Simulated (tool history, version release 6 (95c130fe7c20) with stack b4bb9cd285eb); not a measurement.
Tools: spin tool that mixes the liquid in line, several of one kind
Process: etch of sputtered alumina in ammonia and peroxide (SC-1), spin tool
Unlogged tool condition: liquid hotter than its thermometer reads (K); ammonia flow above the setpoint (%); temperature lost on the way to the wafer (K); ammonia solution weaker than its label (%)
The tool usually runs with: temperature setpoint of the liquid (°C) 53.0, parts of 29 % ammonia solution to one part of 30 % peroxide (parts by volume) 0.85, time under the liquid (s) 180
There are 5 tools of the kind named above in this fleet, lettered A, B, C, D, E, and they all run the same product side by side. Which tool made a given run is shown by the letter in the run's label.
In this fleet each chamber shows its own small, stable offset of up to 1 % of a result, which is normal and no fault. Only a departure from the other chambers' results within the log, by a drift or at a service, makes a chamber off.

| run | hour | temperature setpoint of the liquid (°C) | parts of 29 % ammonia solution to one part of 30 % peroxide (parts by volume) | time under the liquid (s) | hours since the thermometer was replaced | hours since the ammonia flow meter was replaced | hours since the heated supply line was repaired | hours since the drum of ammonia solution was connected | read-back film thickness of the sputtered alumina reference wafer, read on the same gauge (nm) | thickness taken off the sputtered alumina on a monitor wafer (nm) |
|---|---|---|---|---|---|---|---|---|---|---|
| 1A | 9.7 | 53.0 | 0.85 | 180 | 1593.9 | 522.6 | 660.6 | 96.2 | 79.994 | 21.060 |
| 2B | 18.7 | 53.0 | 0.85 | 180 | 378.0 | 193.0 | 484.9 | 326.5 | 79.995 | 20.730 |
| 3D | 27.9 | 53.0 | 0.85 | 180 | 638.2 | 236.3 | 572.6 | 130.7 | 79.970 | 20.784 |
| 4E | 35.2 | 53.0 | 0.85 | 180 | 1304.2 | 1687.4 | 3221.2 | 677.6 | 79.992 | 20.355 |
|  | 38.2 | chamber B: new drum of ammonia solution connected |
| 5C | 44.6 | 53.0 | 0.85 | 180 | 1722.7 | 1579.1 | 1459.9 | 178.1 | 80.012 | 20.664 |
| 6D | 51.6 | 53.0 | 0.85 | 180 | 661.9 | 260.0 | 596.3 | 154.4 | 80.014 | 20.763 |
| 7E | 61.1 | 53.0 | 0.85 | 180 | 1330.1 | 1713.3 | 3247.1 | 703.5 | 80.010 | 20.433 |
| 8B | 65.5 | 53.0 | 0.85 | 180 | 424.8 | 239.8 | 531.7 | 27.4 | 80.036 | 20.824 |
| 9C | 75.1 | 53.0 | 0.85 | 180 | 1753.2 | 1609.6 | 1490.4 | 208.6 | 79.980 | 20.640 |
| 10A | 80.8 | 53.0 | 0.85 | 180 | 1665.0 | 593.7 | 731.7 | 167.3 | 79.987 | 21.031 |
| 11C | 87.7 | 53.0 | 0.85 | 180 | 1765.8 | 1622.2 | 1503.0 | 221.2 | 79.969 | 20.673 |
| 12A | 92.3 | 53.0 | 0.85 | 180 | 1676.5 | 605.2 | 743.2 | 178.8 | 79.984 | 21.023 |
|  | 97.0 | chamber E: ammonia flow meter replaced |
| 13D | 99.9 | 53.0 | 0.85 | 180 | 710.2 | 308.3 | 644.6 | 202.7 | 79.998 | 21.273 |
| 14E | 109.7 | 53.0 | 0.85 | 180 | 1378.7 | 12.8 | 3295.7 | 752.1 | 80.016 | 20.745 |
| 15B | 115.7 | 53.0 | 0.85 | 180 | 475.0 | 290.0 | 581.9 | 77.6 | 80.008 | 20.565 |
| 16C | 121.2 | 53.0 | 0.85 | 180 | 1799.3 | 1655.7 | 1536.5 | 254.7 | 79.999 | 20.724 |
| 17B | 127.9 | 53.0 | 0.85 | 180 | 487.2 | 302.2 | 594.1 | 89.8 | 80.001 | 20.708 |
| 18A | 132.8 | 53.0 | 0.85 | 180 | 1717.0 | 645.7 | 783.7 | 219.3 | 79.955 | 21.108 |
| 19D | 141.5 | 53.0 | 0.85 | 240 | 751.8 | 349.9 | 686.2 | 244.3 | 80.023 | 28.345 |
| 20E | 151.1 | 53.0 | 0.85 | 240 | 1420.1 | 54.2 | 3337.1 | 793.5 | 80.005 | 27.468 |
| 21E | 156.2 | 53.0 | 0.85 | 240 | 1425.2 | 59.3 | 3342.2 | 798.6 | 80.011 | 27.428 |
| 22A | 164.3 | 53.0 | 0.85 | 240 | 1748.5 | 677.2 | 815.2 | 250.8 | 79.959 | 28.065 |
|  | 169.0 | chamber B: thermometer replaced |
| 23C | 173.5 | 53.0 | 0.85 | 240 | 1851.6 | 1708.0 | 1588.8 | 307.0 | 80.009 | 27.679 |
| 24D | 178.8 | 53.0 | 0.85 | 180 | 789.1 | 387.2 | 723.5 | 281.6 | 79.964 | 21.439 |
| 25B | 184.9 | 53.0 | 0.85 | 180 | 16.0 | 359.2 | 651.1 | 146.8 | 80.023 | 20.704 |
|  | 185.2 | chamber D: new drum of ammonia solution connected |
| 26E | 189.7 | 53.0 | 0.85 | 180 | 1458.7 | 92.8 | 3375.7 | 832.1 | 80.012 | 20.436 |
| 27A | 195.6 | 53.0 | 0.85 | 180 | 1779.8 | 708.5 | 846.5 | 282.1 | 79.983 | 20.845 |
| 28C | 204.7 | 53.0 | 0.85 | 180 | 1882.8 | 1739.2 | 1620.0 | 338.2 | 80.003 | 20.502 |
| 29B | 211.3 | 53.0 | 0.85 | 180 | 42.4 | 385.6 | 677.5 | 173.2 | 80.008 | 20.841 |
| 30D | 219.2 | 53.0 | 0.85 | 180 | 829.5 | 427.6 | 763.9 | 34.1 | 79.999 | 21.878 |
|  | 220.7 | chamber C: ammonia flow meter replaced |
| 31E | 227.6 | 53.0 | 0.85 | 180 | 1496.6 | 130.7 | 3413.6 | 870.0 | 79.986 | 20.577 |
| 32B | 237.0 | 53.0 | 0.85 | 180 | 68.1 | 411.3 | 703.2 | 198.9 | 80.024 | 20.517 |
| 33D | 242.3 | 53.0 | 0.85 | 180 | 852.6 | 450.7 | 787.0 | 57.2 | 80.008 | 21.918 |
| 34C | 250.5 | 53.0 | 0.85 | 180 | 1928.6 | 29.9 | 1665.8 | 384.0 | 80.021 | 20.865 |
| 35A | 255.5 | 53.0 | 0.85 | 180 | 1839.7 | 768.4 | 906.4 | 342.0 | 80.014 | 21.191 |
| 36E | 262.4 | 53.0 | 0.85 | 180 | 1531.4 | 165.5 | 3448.4 | 904.8 | 79.996 | 20.749 |
| 37A | 271.2 | 57.5 | 1.10 | 180 | 1855.4 | 784.1 | 922.1 | 357.7 | 79.995 | 27.539 |
|  | 280.6 | chamber D: heated supply line repaired |
| 38B | 280.9 | 57.5 | 1.10 | 180 | 112.0 | 455.2 | 747.1 | 242.8 | 79.952 | 26.721 |
| 39C | 290.1 | 57.5 | 1.10 | 180 | 1968.2 | 69.5 | 1705.4 | 423.6 | 80.003 | 27.065 |
| 40D | 298.5 | 57.5 | 1.10 | 180 | 908.8 | 506.9 | 17.9 | 113.4 | 79.995 | 28.945 |
| 41D | 303.7 | 57.5 | 1.10 | 180 | 914.0 | 512.1 | 23.1 | 118.6 | 79.983 | 29.259 |
| 42B | 309.7 | 53.0 | 0.85 | 180 | 140.8 | 484.0 | 775.9 | 271.6 | 80.002 | 20.742 |
| 43E | 317.3 | 53.0 | 0.85 | 180 | 1586.3 | 220.4 | 3503.3 | 959.7 | 80.017 | 20.457 |

Each of the 5 chambers runs these same settings next. Fill in every chamber's results:
| 44A | 324.4 | 49.0 | 0.85 | 180 |  |  |  |  |  | ? |
| 44B | 324.4 | 49.0 | 0.85 | 180 |  |  |  |  |  | ? |
| 44C | 324.4 | 49.0 | 0.85 | 180 |  |  |  |  |  | ? |
| 44D | 324.4 | 49.0 | 0.85 | 180 |  |  |  |  |  | ? |
| 44E | 324.4 | 49.0 | 0.85 | 180 |  |  |  |  |  | ? |

| run | thickness taken off the sputtered alumina on a monitor wafer (nm) |
|---|---|
| 44A | 16.988 |
| 44B | 16.674 |
| 44C | 16.578 |
| 44D | 18.159 |
| 44E | 16.630 |
